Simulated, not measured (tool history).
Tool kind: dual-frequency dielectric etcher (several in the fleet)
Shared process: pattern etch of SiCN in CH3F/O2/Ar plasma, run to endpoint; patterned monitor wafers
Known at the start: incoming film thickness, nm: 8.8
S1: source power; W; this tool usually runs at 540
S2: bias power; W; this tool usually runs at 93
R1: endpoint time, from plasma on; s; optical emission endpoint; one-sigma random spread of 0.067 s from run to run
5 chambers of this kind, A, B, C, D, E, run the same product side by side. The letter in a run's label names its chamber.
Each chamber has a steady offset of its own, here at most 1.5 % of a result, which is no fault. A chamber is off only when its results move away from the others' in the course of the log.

Run 1A, hour 3.6: usual settings. Result: R1 18.981 s.
Run 2E, hour 10.5: usual settings. Result: R1 19.011 s.
Run 3B, hour 17.4: usual settings. Result: R1 19.046 s.
At hour 18.9: chamber A: wet clean of the chamber.
Run 4D, hour 21.9: usual settings. Result: R1 19.212 s.
Run 5C, hour 27.8: usual settings. Result: R1 18.932 s.
Run 6A, hour 34.9: usual settings. Result: R1 18.900 s.
Run 7D, hour 42.1: usual settings. Result: R1 19.239 s.
Run 8C, hour 46.3: usual settings. Result: R1 19.118 s.
Run 9E, hour 51.8: usual settings. Result: R1 19.023 s.
Run 10B, hour 58.3: usual settings. Result: R1 18.949 s.
Run 11D, hour 65.8: usual settings but S1 480 W. Result: R1 20.162 s.
Run 12A, hour 73.0: usual settings but S1 480 W. Result: R1 20.058 s.
Run 13C, hour 80.0: usual settings but S1 480 W. Result: R1 20.006 s.
Run 14E, hour 84.3: usual settings but S1 480 W. Result: R1 19.900 s.
Run 15B, hour 87.9: usual settings but S1 480 W. Result: R1 19.870 s.
Run 16E, hour 94.4: usual settings. Result: R1 19.103 s.
Run 17A, hour 100.0: usual settings. Result: R1 19.124 s.
Run 18C, hour 105.1: usual settings. Result: R1 19.200 s.
Run 19B, hour 108.7: usual settings. Result: R1 19.017 s.
Run 20D, hour 115.2: usual settings. Result: R1 19.432 s.
Run 21E, hour 119.5: usual settings. Result: R1 19.010 s.
Run 22A, hour 123.9: usual settings. Result: R1 19.147 s.
Run 23B, hour 127.8: usual settings. Result: R1 18.926 s.
Run 24C, hour 131.6: usual settings but S1 680 W, S2 103 W. Result: R1 17.083 s.
Run 25D, hour 139.0: usual settings but S1 680 W, S2 103 W. Result: R1 17.154 s.
Run 26B, hour 146.5: usual settings but S1 680 W, S2 103 W. Result: R1 16.843 s.
Run 27D, hour 151.7: usual settings but S1 680 W, S2 103 W. Result: R1 17.074 s.
Run 28A, hour 156.1: usual settings but S1 680 W, S2 103 W. Result: R1 16.832 s.
Run 29C, hour 161.3: usual settings but S2 112 W. Result: R1 18.159 s.
Run 30E, hour 167.2: usual settings but S2 112 W. Result: R1 17.812 s.
Run 31B, hour 172.9: usual settings but S2 112 W. Result: R1 17.716 s.
Run 32A, hour 177.6: usual settings but S2 112 W. Result: R1 17.713 s.
Run 33E, hour 181.0: usual settings but S2 112 W. Result: R1 17.724 s.
Run 34D, hour 187.9: usual settings. Result: R1 19.226 s.
Run 35C, hour 194.6: usual settings but S1 490 W, S2 73 W. Result: R1 22.139 s.
Run 36B, hour 198.1: usual settings but S1 490 W, S2 73 W. Result: R1 21.569 s.
Run 37E, hour 205.6: usual settings but S1 490 W, S2 73 W. Result: R1 21.516 s.
Run 38D, hour 211.3: usual settings but S1 490 W, S2 73 W. Result: R1 21.871 s.
Run 39C, hour 218.0: usual settings but S1 490 W, S2 73 W. Result: R1 22.192 s.
Run 40A, hour 221.5: usual settings but S1 650 W. Result: R1 17.777 s.
Run 41C, hour 226.5: usual settings but S1 650 W. Result: R1 18.514 s.
Run 42D, hour 230.3: usual settings but S1 650 W. Result: R1 17.980 s.
Run 43A, hour 235.1: usual settings but S1 650 W. Result: R1 17.627 s.

The same settings go to every chamber for the next run, one line per chamber below. Forecast the results for each:
Run 44A, hour 240.6: usual settings but S1 490 W. Result: R1 ?.
Run 44B, hour 240.6: usual settings but S1 490 W. Result: R1 ?.
Run 44C, hour 240.6: usual settings but S1 490 W. Result: R1 ?.
Run 44D, hour 240.6: usual settings but S1 490 W. Result: R1 ?.
Run 44E, hour 240.6: usual settings but S1 490 W. Result: R1 ?.

run      R1
44A  19.851
44B  19.707
44C  20.512
44D  19.958
44E  19.817
